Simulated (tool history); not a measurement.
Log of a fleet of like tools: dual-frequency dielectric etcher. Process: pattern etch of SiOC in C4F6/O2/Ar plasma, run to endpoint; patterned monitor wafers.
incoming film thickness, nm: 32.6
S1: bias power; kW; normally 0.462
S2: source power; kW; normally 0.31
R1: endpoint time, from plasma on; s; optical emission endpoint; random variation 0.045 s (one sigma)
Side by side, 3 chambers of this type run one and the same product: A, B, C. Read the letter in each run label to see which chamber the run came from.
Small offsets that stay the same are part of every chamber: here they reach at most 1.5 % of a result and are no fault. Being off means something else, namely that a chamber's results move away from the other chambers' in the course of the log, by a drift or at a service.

{"hour": 3.7, "done": "chamber A: source power generator calibrated"}
{"hour": 7.0, "done": "chamber B: wet clean of the chamber"}
{"run": "1C", "hour": 10.1, "S1": 0.462, "S2": 0.31, "R1": 12.233}
{"run": "2A", "hour": 17.4, "S1": 0.462, "S2": 0.31, "R1": 12.493}
{"hour": 23.5, "done": "chamber C: wet clean of the chamber"}
{"run": "3B", "hour": 26.8, "S1": 0.462, "S2": 0.31, "R1": 12.448}
{"run": "4C", "hour": 34.9, "S1": 0.462, "S2": 0.31, "R1": 12.248}
{"run": "5B", "hour": 44.5, "S1": 0.462, "S2": 0.31, "R1": 12.449}
{"run": "6A", "hour": 54.3, "S1": 0.411, "S2": 0.28, "R1": 13.516}
{"run": "7C", "hour": 64.6, "S1": 0.411, "S2": 0.28, "R1": 13.235}
{"run": "8A", "hour": 77.5, "S1": 0.411, "S2": 0.28, "R1": 13.525}
{"run": "9B", "hour": 87.6, "S1": 0.462, "S2": 0.31, "R1": 12.433}
{"run": "10A", "hour": 96.7, "S1": 0.462, "S2": 0.31, "R1": 12.357}
{"run": "11C", "hour": 109.6, "S1": 0.462, "S2": 0.34, "R1": 11.823}
{"run": "12B", "hour": 116.2, "S1": 0.462, "S2": 0.34, "R1": 11.943}
{"run": "13B", "hour": 126.9, "S1": 0.462, "S2": 0.34, "R1": 11.947}
{"run": "14C", "hour": 134.8, "S1": 0.462, "S2": 0.31, "R1": 12.192}
{"run": "15A", "hour": 143.1, "S1": 0.462, "S2": 0.31, "R1": 12.503}
{"run": "16A", "hour": 155.5, "S1": 0.462, "S2": 0.31, "R1": 12.439}
{"run": "17C", "hour": 166.7, "S1": 0.462, "S2": 0.31, "R1": 12.25}
{"run": "18B", "hour": 177.6, "S1": 0.462, "S2": 0.31, "R1": 12.425}
{"hour": 182.5, "done": "chamber A: wet clean of the chamber"}
{"run": "19C", "hour": 190.8, "S1": 0.394, "S2": 0.31, "R1": 12.885}
{"run": "20B", "hour": 203.1, "S1": 0.394, "S2": 0.31, "R1": 13.127}
{"run": "21A", "hour": 210.2, "S1": 0.394, "S2": 0.31, "R1": 13.897}
{"run": "22A", "hour": 219.8, "S1": 0.536, "S2": 0.38, "R1": 11.462}
{"run": "23C", "hour": 225.8, "S1": 0.536, "S2": 0.38, "R1": 10.716}
{"run": "24B", "hour": 238.3, "S1": 0.536, "S2": 0.38, "R1": 10.921}
{"run": "25A", "hour": 245.2, "S1": 0.462, "S2": 0.31, "R1": 13.143}
{"run": "26B", "hour": 257.2, "S1": 0.462, "S2": 0.31, "R1": 12.43}
{"run": "27C", "hour": 265.7, "S1": 0.462, "S2": 0.31, "R1": 12.298}
{"run": "28B", "hour": 276.7, "S1": 0.462, "S2": 0.31, "R1": 12.478}
{"run": "29A", "hour": 288.9, "S1": 0.462, "S2": 0.31, "R1": 13.083}
{"run": "30C", "hour": 297.7, "S1": 0.462, "S2": 0.31, "R1": 12.2}

Next, all 3 chambers run the settings below, one line each with question marks for the results. What does each chamber give?
{"run": "31A", "hour": 307.2, "S1": 0.462, "S2": 0.31, "R1": "?"}
{"run": "31B", "hour": 307.2, "S1": 0.462, "S2": 0.31, "R1": "?"}
{"run": "31C", "hour": 307.2, "S1": 0.462, "S2": 0.31, "R1": "?"}

run=31A R1=13.094
run=31B R1=12.39
run=31C R1=12.289

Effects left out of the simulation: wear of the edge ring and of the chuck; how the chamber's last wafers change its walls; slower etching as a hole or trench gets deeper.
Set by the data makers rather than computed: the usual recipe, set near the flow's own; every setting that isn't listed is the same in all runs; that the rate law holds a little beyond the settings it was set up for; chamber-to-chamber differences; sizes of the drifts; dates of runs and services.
